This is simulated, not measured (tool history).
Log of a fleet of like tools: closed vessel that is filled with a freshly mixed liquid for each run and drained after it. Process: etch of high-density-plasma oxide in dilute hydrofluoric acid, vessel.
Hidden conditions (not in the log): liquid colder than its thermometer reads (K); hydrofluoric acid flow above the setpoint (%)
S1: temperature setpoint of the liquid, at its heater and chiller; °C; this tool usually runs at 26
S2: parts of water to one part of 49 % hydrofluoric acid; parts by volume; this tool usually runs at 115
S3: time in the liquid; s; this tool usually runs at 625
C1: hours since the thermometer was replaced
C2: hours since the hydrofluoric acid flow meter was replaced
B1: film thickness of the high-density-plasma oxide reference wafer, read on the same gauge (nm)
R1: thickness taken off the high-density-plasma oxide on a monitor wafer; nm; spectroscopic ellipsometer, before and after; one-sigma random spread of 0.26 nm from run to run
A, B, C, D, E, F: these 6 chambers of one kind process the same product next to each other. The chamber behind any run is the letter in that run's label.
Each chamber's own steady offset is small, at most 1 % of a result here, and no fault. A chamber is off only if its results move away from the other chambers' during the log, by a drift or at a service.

| run | day | S1 | S2 | S3 | C1 | C2 | B1 | R1 |
|---|---|---|---|---|---|---|---|---|
|  | 0.275 | chamber F: thermometer replaced |
| 1C | 0.408 | 26 | 115 | 625 | 841.9 | 40.5 | 89.992 | 32.692 |
| 2D | 0.85 | 26 | 115 | 625 | 104.8 | 320.1 | 89.981 | 32.926 |
| 3E | 1.433 | 26 | 115 | 625 | 734.2 | 389.9 | 90.007 | 32.701 |
| 4B | 1.958 | 26 | 115 | 625 | 357.8 | 426.9 | 89.989 | 33.185 |
| 5F | 2.554 | 26 | 115 | 625 | 54.8 | 199.4 | 90.006 | 33.201 |
| 6A | 2.975 | 26 | 115 | 625 | 2212.7 | 426.1 | 90.035 | 33.024 |
| 7B | 3.325 | 26 | 115 | 625 | 390.6 | 459.7 | 90.027 | 32.927 |
| 8F | 3.704 | 26 | 140 | 625 | 82.4 | 227 | 90 | 26.872 |
| 9E | 4.071 | 26 | 140 | 625 | 797.5 | 453.2 | 89.981 | 27.132 |
| 10C | 4.342 | 26 | 140 | 625 | 936.3 | 134.9 | 90.032 | 26.042 |
| 11D | 4.654 | 26 | 140 | 625 | 196.1 | 411.4 | 89.985 | 26.681 |
| 12A | 5.004 | 26 | 140 | 625 | 2261.4 | 474.8 | 90.007 | 26.313 |
| 13F | 5.379 | 26 | 140 | 625 | 122.6 | 267.2 | 89.996 | 26.608 |
| 14E | 6 | 26 | 115 | 625 | 843.8 | 499.5 | 89.995 | 33.705 |
| 15D | 6.396 | 26 | 115 | 625 | 237.9 | 453.2 | 89.986 | 32.938 |
| 16C | 6.854 | 26 | 115 | 625 | 996.6 | 195.2 | 90.011 | 32.501 |
| 17A | 7.4 | 26 | 115 | 625 | 2318.9 | 532.3 | 89.981 | 32.976 |
| 18B | 7.988 | 26 | 115 | 625 | 502.5 | 571.6 | 90.001 | 33.005 |
| 19C | 8.433 | 30.5 | 115 | 515 | 1034.5 | 233.1 | 89.993 | 31.975 |
|  | 8.475 | chamber A: thermometer replaced |
| 20E | 8.746 | 30.5 | 115 | 515 | 909.7 | 565.4 | 89.986 | 33.968 |
| 21F | 9.258 | 30.5 | 115 | 515 | 215.7 | 360.3 | 90.017 | 32.654 |
|  | 9.554 | chamber B: hydrofluoric acid flow meter replaced |
| 22B | 9.8 | 30.5 | 115 | 515 | 546 | 5.9 | 89.999 | 31.898 |
| 23A | 10.279 | 30.5 | 115 | 515 | 43.3 | 601.4 | 89.992 | 32.102 |
| 24D | 10.612 | 30.5 | 115 | 515 | 339.1 | 554.4 | 90.003 | 32.428 |
| 25E | 10.883 | 26 | 115 | 625 | 961 | 616.7 | 89.993 | 35.02 |
| 26F | 11.5 | 26 | 115 | 625 | 269.5 | 414.1 | 89.999 | 32.903 |
| 27A | 11.904 | 26 | 115 | 625 | 82.3 | 640.4 | 89.998 | 33.28 |
| 28D | 12.35 | 26 | 115 | 625 | 380.8 | 596.1 | 89.999 | 32.962 |
| 29B | 12.629 | 26 | 115 | 625 | 613.9 | 73.8 | 89.992 | 33.157 |
| 30C | 13.012 | 26 | 115 | 625 | 1144.4 | 343 | 90.021 | 33.197 |
| 31D | 13.542 | 26 | 115 | 625 | 409.4 | 624.7 | 90.001 | 32.876 |
|  | 13.792 | chamber A: hydrofluoric acid flow meter replaced |
| 32A | 13.896 | 26 | 115 | 625 | 130.1 | 2.6 | 89.968 | 33.376 |
| 33F | 14.45 | 22.5 | 115 | 805 | 340.3 | 484.9 | 90.005 | 36.959 |
| 34C | 15.075 | 22.5 | 115 | 805 | 1193.9 | 392.5 | 90.005 | 36.877 |
| 35B | 15.575 | 22.5 | 115 | 805 | 684.6 | 144.5 | 89.993 | 36.96 |
| 36E | 15.888 | 22.5 | 115 | 805 | 1081.1 | 736.8 | 90 | 40.477 |
| 37A | 16.229 | 22.5 | 115 | 805 | 186.1 | 58.6 | 89.989 | 37.212 |
| 38D | 16.738 | 22.5 | 115 | 805 | 486.1 | 701.4 | 90.033 | 36.963 |
| 39F | 17.338 | 26 | 140 | 490 | 409.6 | 554.2 | 89.993 | 20.466 |
| 40C | 17.842 | 26 | 140 | 490 | 1260.3 | 458.9 | 89.982 | 20.245 |
| 41B | 18.462 | 26 | 140 | 490 | 753.9 | 213.8 | 90.004 | 20.582 |
| 42E | 18.833 | 26 | 140 | 490 | 1151.8 | 807.5 | 89.995 | 23.194 |
| 43D | 19.183 | 26 | 140 | 490 | 544.8 | 760.1 | 89.976 | 20.52 |
| 44A | 19.796 | 26 | 140 | 490 | 271.7 | 144.2 | 89.985 | 20.84 |

All chambers now run identical settings, listed one chamber a line with results as question marks. What results will each chamber show?
| 45A | 20.242 | 26 | 115 | 625 |  |  |  | ? |
| 45B | 20.242 | 26 | 115 | 625 |  |  |  | ? |
| 45C | 20.242 | 26 | 115 | 625 |  |  |  | ? |
| 45D | 20.242 | 26 | 115 | 625 |  |  |  | ? |
| 45E | 20.242 | 26 | 115 | 625 |  |  |  | ? |
| 45F | 20.242 | 26 | 115 | 625 |  |  |  | ? |

| run | R1 |
|---|---|
| 45A | 33.534 |
| 45B | 32.432 |
| 45C | 32.688 |
| 45D | 33.015 |
| 45E | 36.325 |
| 45F | 33.014 |

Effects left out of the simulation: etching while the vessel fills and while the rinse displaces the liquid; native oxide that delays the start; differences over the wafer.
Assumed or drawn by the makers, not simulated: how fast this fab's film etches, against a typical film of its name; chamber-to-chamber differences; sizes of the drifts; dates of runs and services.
